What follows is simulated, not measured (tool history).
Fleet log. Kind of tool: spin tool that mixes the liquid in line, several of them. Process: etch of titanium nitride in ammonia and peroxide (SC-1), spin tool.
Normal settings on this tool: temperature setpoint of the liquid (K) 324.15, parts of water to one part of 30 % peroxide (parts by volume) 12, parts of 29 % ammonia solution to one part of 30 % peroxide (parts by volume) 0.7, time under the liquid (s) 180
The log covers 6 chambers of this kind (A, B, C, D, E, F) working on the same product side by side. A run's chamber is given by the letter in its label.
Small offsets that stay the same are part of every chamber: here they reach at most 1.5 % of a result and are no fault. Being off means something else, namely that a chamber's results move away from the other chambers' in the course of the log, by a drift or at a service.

run,hour,temperature setpoint of the liquid (K),parts of water to one part of 30 % peroxide (parts by volume),parts of 29 % ammonia solution to one part of 30 % peroxide (parts by volume),time under the liquid (s),"read-back film thickness of the titanium nitride reference wafer, read on the same gauge (nm)",thickness taken off the titanium nitride on a monitor wafer (Å)
1E,13.5,324.15,12,0.7,180,60.002,66.133
# hour 18.1: chamber C: new drum of ammonia solution connected
2D,24.3,324.15,12,0.7,180,60,64.685
3A,33.6,324.15,12,0.7,180,59.989,65.71
4F,43.5,324.15,12,0.7,180,60.006,63.78
# hour 52.8: chamber C: ammonia flow meter replaced
5C,57.5,329.15,12,0.7,180,59.995,91.924
6B,69.8,329.15,12,0.7,180,59.997,93.43
7C,83.5,329.15,12,0.7,180,60.006,92.598
8F,96.6,329.15,12,0.7,180,60.003,90.41
9E,106.1,329.15,12,0.7,180,60.011,91.318
10A,115.8,329.15,12,0.7,180,59.992,91.563
11D,124.7,324.15,12,0.7,180,60.005,65.771
12B,134.5,324.15,12,0.7,180,60.021,66.164
# hour 135.4: chamber E: thermometer replaced
13D,143.6,324.15,12,0.7,180,60.027,65.714
# hour 151.3: chamber C: thermometer replaced
14B,151.6,324.15,12,0.4,230,60.012,76.126
15F,164.8,324.15,12,0.4,230,60.001,74.604
16A,173.1,324.15,12,0.4,230,59.963,76.159
17E,184.6,324.15,12,0.4,230,59.986,75.281
18C,194.8,324.15,12,0.4,230,59.979,76.286
# hour 201.8: chamber D: new drum of ammonia solution connected
19E,202.6,324.15,12,0.4,230,60.028,75.068
20A,209.2,324.15,12,0.7,180,60.007,64.965
# hour 209.9: chamber E: ammonia flow meter replaced
21F,216.8,324.15,12,0.7,180,60.019,64.433
22B,231,324.15,12,0.7,180,60.018,64.931
23C,237.7,324.15,12,0.7,180,59.993,65.815
24D,247,324.15,12,0.7,180,59.975,65.484
25A,257.6,324.15,12,0.7,180,60.001,65.81
# hour 261: chamber F: new drum of ammonia solution connected
26E,265.6,324.15,12,0.7,180,59.998,65.938
27B,274.9,324.15,12,0.7,180,60.017,63.942
28C,285.5,314.65,12,1,180,59.996,35.309
# hour 286.3: chamber A: new drum of ammonia solution connected
29F,294,314.65,12,1,180,60.013,34.846
30D,305.5,314.65,12,1,180,60.002,35.487
31B,312.6,314.65,12,1,180,59.99,33.736
32E,320.4,314.65,12,1,180,60.003,35.569
33C,327.7,314.65,12,1,180,59.961,35.238
34F,334.7,324.15,12,0.7,180,59.975,64.941
35A,347,324.15,12,0.7,180,60.008,65.616
36D,358.5,324.15,9.5,0.7,180,59.998,74.57
37D,370.1,324.15,9.5,0.7,180,60.004,74.57
# hour 377.2: chamber C: new drum of ammonia solution connected
38A,381.3,324.15,9.5,0.7,180,60.001,73.997
# hour 384.2: chamber C: heated supply line repaired
39E,394.1,324.15,9.5,0.7,180,60.011,74.339
40C,402.2,324.15,9.5,0.7,180,60,74.407

All chambers now run identical settings, listed one chamber a line with results as question marks. What results will each chamber show?
41A,412.6,324.15,12,0.7,180,,?
41B,412.6,324.15,12,0.7,180,,?
41C,412.6,324.15,12,0.7,180,,?
41D,412.6,324.15,12,0.7,180,,?
41E,412.6,324.15,12,0.7,180,,?
41F,412.6,324.15,12,0.7,180,,?

run,thickness taken off the titanium nitride on a monitor wafer (Å)
41A,65.638
41B,60.857
41C,66.032
41D,66.148
41E,65.153
41F,64.821
